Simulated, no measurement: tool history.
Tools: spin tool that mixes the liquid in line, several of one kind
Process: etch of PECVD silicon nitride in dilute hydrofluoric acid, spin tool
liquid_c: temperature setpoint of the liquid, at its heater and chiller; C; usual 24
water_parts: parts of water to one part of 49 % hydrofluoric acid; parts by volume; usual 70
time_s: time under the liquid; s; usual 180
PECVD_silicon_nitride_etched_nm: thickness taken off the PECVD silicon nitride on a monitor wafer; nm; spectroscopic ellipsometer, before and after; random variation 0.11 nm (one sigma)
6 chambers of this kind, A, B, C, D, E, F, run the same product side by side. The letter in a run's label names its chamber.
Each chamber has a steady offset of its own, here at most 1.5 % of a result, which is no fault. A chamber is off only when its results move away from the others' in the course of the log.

| run | hour | liquid_c | water_parts | time_s | hours since the thermometer was replaced | hours since the hydrofluoric acid flow meter was replaced | read-back film thickness of the PECVD silicon nitride reference wafer, read on the same gauge (nm) | PECVD_silicon_nitride_etched_nm |
|---|---|---|---|---|---|---|---|---|
| 1C | 7.3 | 24 | 70 | 180 | 734 | 1432.5 | 150.02 | 14.561 |
| 2A | 11 | 24 | 70 | 180 | 869.5 | 471.5 | 149.97 | 14.682 |
| 3F | 16.6 | 24 | 70 | 180 | 1012.4 | 1469.5 | 150.01 | 14.447 |
| 4B | 23.9 | 24 | 70 | 180 | 993.1 | 371.5 | 149.99 | 14.318 |
| 5D | 29.8 | 24 | 70 | 180 | 414.4 | 962.3 | 150.03 | 14.307 |
| 6E | 35.3 | 24 | 105 | 180 | 532.7 | 782.8 | 150 | 9.8189 |
| 7E | 42 | 24 | 105 | 180 | 539.4 | 789.5 | 149.99 | 9.8162 |
| 8F | 47.7 | 24 | 105 | 180 | 1043.5 | 1500.6 | 150.01 | 9.8125 |
| 9A | 52.8 | 24 | 105 | 180 | 911.3 | 513.3 | 149.99 | 9.6997 |
| 10D | 58.1 | 24 | 105 | 180 | 442.7 | 990.6 | 150 | 9.508 |
| 11C | 62.3 | 24 | 105 | 180 | 789 | 1487.5 | 150.01 | 9.8029 |
| 12B | 66.3 | 24 | 70 | 180 | 1035.5 | 413.9 | 150 | 14.382 |
| 13F | 69.6 | 24 | 70 | 180 | 1065.4 | 1522.5 | 150 | 14.578 |
| 14C | 73.4 | 24 | 70 | 180 | 800.1 | 1498.6 | 150.01 | 14.696 |
| 15B | 79.8 | 27.5 | 70 | 180 | 1049 | 427.4 | 150 | 18.342 |
| 16E | 85.6 | 27.5 | 70 | 180 | 583 | 833.1 | 150 | 18.447 |
| 17D | 90.4 | 27.5 | 70 | 180 | 475 | 1022.9 | 149.99 | 17.858 |
| 18A | 95 | 27.5 | 70 | 180 | 953.5 | 555.5 | 149.98 | 18.418 |
| 19B | 99.9 | 27.5 | 70 | 180 | 1069.1 | 447.5 | 150.02 | 18.149 |
| 20C | 105.6 | 27.5 | 70 | 180 | 832.3 | 1530.8 | 149.99 | 18.629 |
| 21A | 110.3 | 24 | 70 | 180 | 968.8 | 570.8 | 150 | 14.519 |
| 22D | 114 | 24 | 70 | 180 | 498.6 | 1046.5 | 149.98 | 14.31 |
| 23E | 117.6 | 24 | 70 | 180 | 615 | 865.1 | 149.98 | 14.105 |
| 24F | 122.6 | 24 | 70 | 180 | 1118.4 | 1575.5 | 150 | 14.732 |
| 25C | 127.6 | 24 | 70 | 180 | 854.3 | 1552.8 | 150.03 | 14.426 |
| 26D | 131.3 | 24 | 70 | 180 | 515.9 | 1063.8 | 150 | 14.238 |
| 27A | 138 | 24 | 70 | 180 | 996.5 | 598.5 | 150.01 | 14.452 |
| 28E | 142.5 | 24 | 70 | 180 | 639.9 | 890 | 150.01 | 14.008 |
| 29B | 147.3 | 24 | 70 | 180 | 1116.5 | 494.9 | 150 | 14.424 |
| 30F | 150.6 | 24 | 70 | 180 | 1146.4 | 1603.5 | 150 | 14.53 |
| 31C | 156 | 24 | 70 | 180 | 882.7 | 1581.2 | 150.03 | 14.423 |
| 32D | 162.6 | 24 | 70 | 180 | 547.2 | 1095.1 | 149.98 | 14.402 |
| 33A | 167.7 | 24 | 70 | 180 | 1026.2 | 628.2 | 150 | 14.482 |
| 34F | 171.1 | 24 | 70 | 180 | 1166.9 | 1624 | 150.01 | 14.643 |
| 35E | 177.5 | 24 | 70 | 180 | 674.9 | 925 | 150 | 13.714 |
| 36B | 183.5 | 24 | 90 | 180 | 1152.7 | 531.1 | 150.03 | 11.188 |

Next, every chamber runs the same settings. What will each give?
| 37A | 188.7 | 24 | 70 | 180 |  |  |  | ? |
| 37B | 188.7 | 24 | 70 | 180 |  |  |  | ? |
| 37C | 188.7 | 24 | 70 | 180 |  |  |  | ? |
| 37D | 188.7 | 24 | 70 | 180 |  |  |  | ? |
| 37E | 188.7 | 24 | 70 | 180 |  |  |  | ? |
| 37F | 188.7 | 24 | 70 | 180 |  |  |  | ? |

| run | PECVD_silicon_nitride_etched_nm |
|---|---|
| 37A | 14.426 |
| 37B | 14.416 |
| 37C | 14.732 |
| 37D | 14.175 |
| 37E | 13.68 |
| 37F | 14.475 |
